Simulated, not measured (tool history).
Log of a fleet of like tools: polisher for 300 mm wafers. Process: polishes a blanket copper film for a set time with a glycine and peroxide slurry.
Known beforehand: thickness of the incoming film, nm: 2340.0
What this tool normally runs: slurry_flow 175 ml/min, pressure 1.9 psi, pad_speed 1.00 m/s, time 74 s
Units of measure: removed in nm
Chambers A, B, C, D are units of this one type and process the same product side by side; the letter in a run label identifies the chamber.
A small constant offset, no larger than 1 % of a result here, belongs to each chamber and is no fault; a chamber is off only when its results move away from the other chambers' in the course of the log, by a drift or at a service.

run,hour,slurry_flow,pressure,pad_speed,time,wafers polished on this pad,hours since the slurry nozzle was cleaned,hours since the head pressure was calibrated,removed
1C,7.3,175,1.9,1.00,74,226,660.3,140.5,258.71
2D,17.9,175,1.9,1.00,74,577,435.9,33.4,249.43
# hour 28.0: chamber A: slurry nozzle cleaned
# hour 28.6: chamber D: worn pad replaced by a new one
3A,34.6,175,1.9,1.00,74,457,6.7,265.7,251.80
4B,50.4,175,1.9,1.00,74,775,496.8,213.8,253.62
# hour 62.5: chamber A: worn pad replaced by a new one
5C,63.5,175,1.9,1.00,74,593,716.5,196.7,256.76
# hour 72.4: chamber D: slurry nozzle cleaned
6B,78.7,175,1.9,1.00,74,960,525.1,242.1,249.50
7D,90.7,175,1.9,1.00,74,405,18.3,106.2,253.80
8A,98.5,175,1.9,1.00,74,235,70.6,329.6,253.31
# hour 106.7: chamber B: slurry nozzle cleaned
9D,106.7,175,1.9,1.00,74,509,34.3,122.2,256.94
# hour 112.6: chamber C: slurry nozzle cleaned
10A,114.7,175,1.9,1.00,74,341,86.8,345.8,256.45
# hour 127.1: chamber B: worn pad replaced by a new one
11B,129.6,175,1.9,1.00,74,16,22.9,293.0,254.33
# hour 133.9: chamber D: worn pad replaced by a new one
12C,142.3,175,1.9,1.00,74,1107,29.7,275.5,256.86
13B,150.8,175,1.9,1.00,74,154,44.1,314.2,255.64
14A,164.1,175,1.9,1.00,74,663,136.2,395.2,256.49
15D,172.0,175,1.9,1.00,74,248,99.6,187.5,251.53
# hour 183.4: chamber A: worn pad replaced by a new one
16C,188.7,175,1.9,1.00,74,1409,76.1,321.9,249.29
17C,205.0,175,1.9,1.00,74,1516,92.4,338.2,249.19
18D,216.2,195,1.9,0.76,74,536,143.8,231.7,213.87
# hour 223.5: chamber D: worn pad replaced by a new one
19B,230.6,195,1.9,0.76,74,675,123.9,394.0,208.88
20A,239.0,195,1.9,0.76,74,362,211.1,470.1,209.55
21B,251.1,195,1.9,0.76,74,809,144.4,414.5,208.20
22D,266.4,175,1.9,1.00,74,280,194.0,281.9,257.46
23C,274.9,175,1.9,1.00,74,1971,162.3,408.1,254.72
# hour 278.0: chamber B: worn pad replaced by a new one
24A,291.0,175,1.9,1.00,74,702,263.1,522.1,256.16
# hour 293.6: chamber A: worn pad replaced by a new one
25A,304.1,175,1.9,1.00,74,69,276.2,535.2,258.74
# hour 316.1: chamber A: head pressure recalibrated
26D,316.9,175,1.9,1.00,74,609,244.5,332.4,256.44
# hour 328.2: chamber B: head pressure recalibrated
# hour 331.3: chamber D: worn pad replaced by a new one
27C,332.8,175,1.9,1.00,74,2349,220.2,466.0,247.67
# hour 346.1: chamber D: head pressure recalibrated
28B,349.5,175,1.9,1.00,74,466,242.8,21.4,245.77
29A,365.0,175,1.9,1.00,74,466,337.1,49.0,260.10
30B,372.4,175,1.9,1.00,74,615,265.7,44.3,249.66
31C,382.7,175,1.9,1.00,74,2675,270.1,515.9,244.97
32D,392.9,175,1.9,1.00,74,402,320.5,46.9,258.26
# hour 393.3: chamber A: worn pad replaced by a new one
33A,405.4,175,1.9,1.00,74,79,377.5,89.4,254.43
34C,414.6,175,1.9,1.00,74,2883,302.0,547.8,240.63
# hour 420.1: chamber D: worn pad replaced by a new one
35D,423.7,175,1.9,1.00,74,23,351.3,77.7,259.04
# hour 438.6: chamber B: worn pad replaced by a new one
36B,439.7,175,1.9,1.00,74,7,333.0,111.6,247.03
37A,452.0,175,1.9,1.00,74,383,424.1,136.0,258.53
38B,467.1,175,1.9,1.00,74,186,360.4,139.0,250.17
39D,479.4,175,1.9,1.00,74,387,407.0,133.4,257.15
40C,494.9,175,1.9,1.00,74,3406,382.3,628.1,234.62
41B,506.6,175,1.9,1.00,74,444,399.9,178.5,252.75

Predict what each chamber gives when all 4 of them run the settings below next.
42A,518.5,175,1.9,1.00,74,,,,?
42B,518.5,175,1.9,1.00,74,,,,?
42C,518.5,175,1.9,1.00,74,,,,?
42D,518.5,175,1.9,1.00,74,,,,?

run,removed
42A,252.66
42B,253.94
42C,238.26
42D,254.68
